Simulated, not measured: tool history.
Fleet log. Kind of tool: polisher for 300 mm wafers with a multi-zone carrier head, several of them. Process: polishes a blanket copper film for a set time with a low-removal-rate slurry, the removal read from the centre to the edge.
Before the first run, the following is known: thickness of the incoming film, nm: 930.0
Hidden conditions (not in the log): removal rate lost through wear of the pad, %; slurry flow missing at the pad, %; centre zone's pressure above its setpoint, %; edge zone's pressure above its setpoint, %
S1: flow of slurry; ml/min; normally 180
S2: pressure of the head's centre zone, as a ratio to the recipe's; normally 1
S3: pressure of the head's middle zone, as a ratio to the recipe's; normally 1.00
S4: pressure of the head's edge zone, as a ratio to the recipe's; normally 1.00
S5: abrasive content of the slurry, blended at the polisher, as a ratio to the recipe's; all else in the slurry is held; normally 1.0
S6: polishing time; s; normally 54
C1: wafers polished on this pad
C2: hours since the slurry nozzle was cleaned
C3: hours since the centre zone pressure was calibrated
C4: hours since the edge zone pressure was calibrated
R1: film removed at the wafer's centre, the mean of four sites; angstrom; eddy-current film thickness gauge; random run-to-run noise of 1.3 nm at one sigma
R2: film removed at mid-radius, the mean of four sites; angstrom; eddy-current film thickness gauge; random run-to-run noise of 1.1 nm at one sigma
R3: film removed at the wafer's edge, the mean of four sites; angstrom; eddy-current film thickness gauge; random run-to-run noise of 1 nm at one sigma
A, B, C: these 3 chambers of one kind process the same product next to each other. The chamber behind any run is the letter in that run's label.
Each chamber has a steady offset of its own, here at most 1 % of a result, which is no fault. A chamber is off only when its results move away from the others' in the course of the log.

run,hour,S1,S2,S3,S4,S5,S6,C1,C2,C3,C4,R1,R2,R3
# hour 2.3: chamber A: slurry nozzle cleaned
1C,4.5,180,1,1.00,1.00,1.0,54,167,407.6,498.1,154.2,1041.80,1038.60,1047.30
2A,8.7,180,1,1.00,1.00,1.0,54,408,6.4,251.5,179.1,1034.50,1054.70,1065.20
3B,10.8,180,1,1.00,1.00,1.0,54,939,77.8,198.0,57.2,1040.80,1061.70,1050.40
4A,15.0,180,1,1.00,1.00,1.0,54,503,12.7,257.8,185.4,1045.60,1042.30,1057.00
5C,17.7,210,1,0.95,1.00,1.0,54,366,420.8,511.3,167.4,1061.70,1017.80,1064.50
6B,19.9,210,1,0.95,1.00,1.0,54,1076,86.9,207.1,66.3,1084.90,1024.10,1060.60
7C,22.1,210,1,0.95,1.00,1.0,54,432,425.2,515.7,171.8,1040.20,1035.80,1082.60
8A,25.6,180,1,1.00,1.00,1.0,54,663,23.3,268.4,196.0,1059.40,1056.80,1062.10
9B,29.8,180,1,1.00,1.00,1.0,54,1226,96.8,217.0,76.2,1037.00,1054.70,1030.20
10C,32.6,180,1,1.00,1.00,0.9,54,590,435.7,526.2,182.3,994.77,1016.90,1038.10
11A,36.5,180,1,1.00,1.00,0.9,54,827,34.2,279.3,206.9,1051.50,1039.70,1035.10
12B,40.7,180,1,1.00,1.00,0.9,54,1390,107.7,227.9,87.1,1030.30,1019.40,1026.90
# hour 40.9: chamber B: worn pad replaced by a new one
# hour 42.3: chamber A: worn pad replaced by a new one
13C,42.9,180,1,1.00,1.05,1.0,54,746,446.0,536.5,192.6,1025.90,1031.60,1061.90
14B,47.4,180,1,1.00,1.05,1.0,54,98,114.4,234.6,93.8,1076.50,1033.20,1065.70
15A,49.6,180,1,1.00,1.05,1.0,54,110,47.3,292.4,220.0,1050.30,1049.30,1083.00
16A,53.3,180,1,1.00,1.00,1.0,54,166,51.0,296.1,223.7,1062.60,1034.90,1037.50
17C,57.6,180,1,1.00,1.00,1.0,54,967,460.7,551.2,207.3,1004.00,1022.80,1022.20
18B,61.2,180,1,1.00,1.00,1.0,54,306,128.2,248.4,107.6,1054.60,1055.30,1035.20
19C,64.5,180,1,1.00,1.00,1.0,54,1071,467.6,558.1,214.2,985.46,1007.60,995.80
20B,69.1,180,1,1.00,1.00,1.0,54,425,136.1,256.3,115.5,1044.90,1045.80,1050.20
21A,72.9,180,1,1.00,1.00,1.0,54,461,70.6,315.7,243.3,1051.40,1043.50,1067.20
# hour 74.3: chamber C: slurry nozzle cleaned
22B,77.2,180,1,1.00,1.00,1.0,54,547,144.2,264.4,123.6,1048.30,1041.60,1054.30
23C,79.9,180,1,1.00,1.00,1.0,54,1303,5.6,573.5,229.6,941.62,978.83,990.27
24A,82.7,180,1,1.00,1.00,1.0,54,609,80.4,325.5,253.1,1054.50,1063.70,1057.30

Decide between three cases: one chamber stands off from its peers, the gauge reading all wafers drifts, or nothing is wrong past each chamber's small offset. Where a chamber is off, say which and what most likely put it there.

Little by little, chamber C moves away from the other chambers.
Most likely cause: removal rate lost through wear of the pad, % = 8.35.

Here are 4 candidates for chamber C's next run, each the usual settings with a change, their results left as question marks. Which one brings its results back in line with what the others give on the usual settings?
In line means no further than this from the other chambers' mean on the usual settings: R1 44.00 angstrom; R2 40.00 angstrom; R3 36.00 angstrom
25C-1,86.0,180,1.00,1.00,1.00,1.0,55,,,,,?,?,?
25C-2,86.0,180,1.00,1.00,1.00,1.0,53,,,,,?,?,?
25C-3,86.0,185,1.01,1.00,1.00,1.0,58,,,,,?,?,?
25C-4,86.0,175,0.99,1.00,1.00,1.0,50,,,,,?,?,?

The other chambers' mean on the usual settings: R1 1052.60 angstrom; R2 1048.20 angstrom; R3 1053.10 angstrom
run,R1,R2,R3
25C-1,975.23,983.28,985.76
25C-2,939.77,947.52,949.91
25C-3,1044.70,1041.30,1042.80
25C-4,872.39,889.88,893.15
25C-3 is the one that brings the chamber's results back in line with the other chambers.
